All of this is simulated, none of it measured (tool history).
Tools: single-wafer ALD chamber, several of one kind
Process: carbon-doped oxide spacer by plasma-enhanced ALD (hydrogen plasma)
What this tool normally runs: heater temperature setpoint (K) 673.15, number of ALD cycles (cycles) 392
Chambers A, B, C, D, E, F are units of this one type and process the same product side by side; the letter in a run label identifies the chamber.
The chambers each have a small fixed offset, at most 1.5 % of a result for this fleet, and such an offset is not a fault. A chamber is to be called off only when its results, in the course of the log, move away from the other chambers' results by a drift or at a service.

| run | hour | heater temperature setpoint (K) | number of ALD cycles (cycles) | hours since the last thermocouple change | read-back reference wafer on the same gauge, thickness_nm | mean film thickness on the monitor wafer (nm) |
|---|---|---|---|---|---|---|
| 1F | 7.7 | 673.15 | 392 | 622.6 | 20.18 | 19.636 |
| 2A | 14.9 | 673.15 | 392 | 1081.3 | 20.213 | 19.654 |
| 3C | 23 | 673.15 | 392 | 1433.8 | 20.186 | 19.178 |
| 4E | 28.5 | 673.15 | 392 | 221.8 | 20.197 | 19.693 |
| 5B | 36.7 | 673.15 | 392 | 648.3 | 20.194 | 19.722 |
| 6D | 40.7 | 673.15 | 392 | 606 | 20.193 | 19.486 |
| 7F | 44.5 | 673.15 | 466 | 659.4 | 20.186 | 23.306 |
| 8D | 51.3 | 673.15 | 466 | 616.6 | 20.231 | 23.371 |
| 9A | 58.9 | 673.15 | 466 | 1125.3 | 20.209 | 23.378 |
| 10B | 65.6 | 673.15 | 466 | 677.2 | 20.213 | 23.786 |
| 11C | 72.2 | 673.15 | 466 | 1483 | 20.202 | 22.869 |
| 12E | 76.9 | 673.15 | 466 | 270.2 | 20.219 | 23.532 |
| 13D | 81.6 | 673.15 | 392 | 646.9 | 20.205 | 19.44 |
| 14A | 90.1 | 673.15 | 392 | 1156.5 | 20.202 | 19.746 |
| 15E | 94.5 | 673.15 | 392 | 287.8 | 20.213 | 19.793 |
| 16C | 98.5 | 673.15 | 392 | 1509.3 | 20.185 | 19.265 |
| 17B | 105.7 | 673.15 | 392 | 717.3 | 20.182 | 19.868 |
| 18F | 114.3 | 686.15 | 335 | 729.2 | 20.205 | 16.041 |
| 19D | 122.1 | 686.15 | 335 | 687.4 | 20.18 | 16.034 |
| 20A | 128.3 | 686.15 | 335 | 1194.7 | 20.201 | 16.123 |
| 21B | 135.6 | 686.15 | 335 | 747.2 | 20.206 | 16.381 |
| 22F | 140.8 | 686.15 | 335 | 755.7 | 20.194 | 16.08 |
| 23C | 145.9 | 686.15 | 335 | 1556.7 | 20.204 | 15.863 |
| 24E | 151 | 673.15 | 392 | 344.3 | 20.201 | 19.68 |
| 25A | 155.4 | 673.15 | 392 | 1221.8 | 20.209 | 19.604 |
| 26D | 161.2 | 673.15 | 392 | 726.5 | 20.182 | 19.411 |
| 27B | 168.1 | 673.15 | 392 | 779.7 | 20.193 | 19.839 |
| 28C | 172.6 | 673.15 | 392 | 1583.4 | 20.186 | 19.424 |
| 29F | 179.5 | 673.15 | 392 | 794.4 | 20.207 | 19.585 |
| 30E | 188.2 | 673.15 | 392 | 381.5 | 20.189 | 19.63 |
| 31F | 195.3 | 673.15 | 392 | 810.2 | 20.203 | 19.658 |
| 32D | 203.2 | 673.15 | 392 | 768.5 | 20.176 | 19.531 |
| 33A | 211.4 | 673.15 | 392 | 1277.8 | 20.223 | 19.915 |
| 34B | 215.7 | 673.15 | 392 | 827.3 | 20.199 | 19.967 |
| 35C | 223.7 | 673.15 | 392 | 1634.5 | 20.198 | 19.401 |
| 36E | 227.5 | 673.15 | 392 | 420.8 | 20.197 | 19.714 |
| 37A | 231.7 | 673.15 | 392 | 1298.1 | 20.226 | 19.747 |

Predict what each chamber gives when all 6 of them run the settings below next.
| 38A | 237.9 | 661.15 | 392 |  |  | ? |
| 38B | 237.9 | 661.15 | 392 |  |  | ? |
| 38C | 237.9 | 661.15 | 392 |  |  | ? |
| 38D | 237.9 | 661.15 | 392 |  |  | ? |
| 38E | 237.9 | 661.15 | 392 |  |  | ? |
| 38F | 237.9 | 661.15 | 392 |  |  | ? |

| run | mean film thickness on the monitor wafer (nm) |
|---|---|
| 38A | 19.963 |
| 38B | 19.719 |
| 38C | 19.471 |
| 38D | 19.707 |
| 38E | 19.784 |
| 38F | 19.625 |
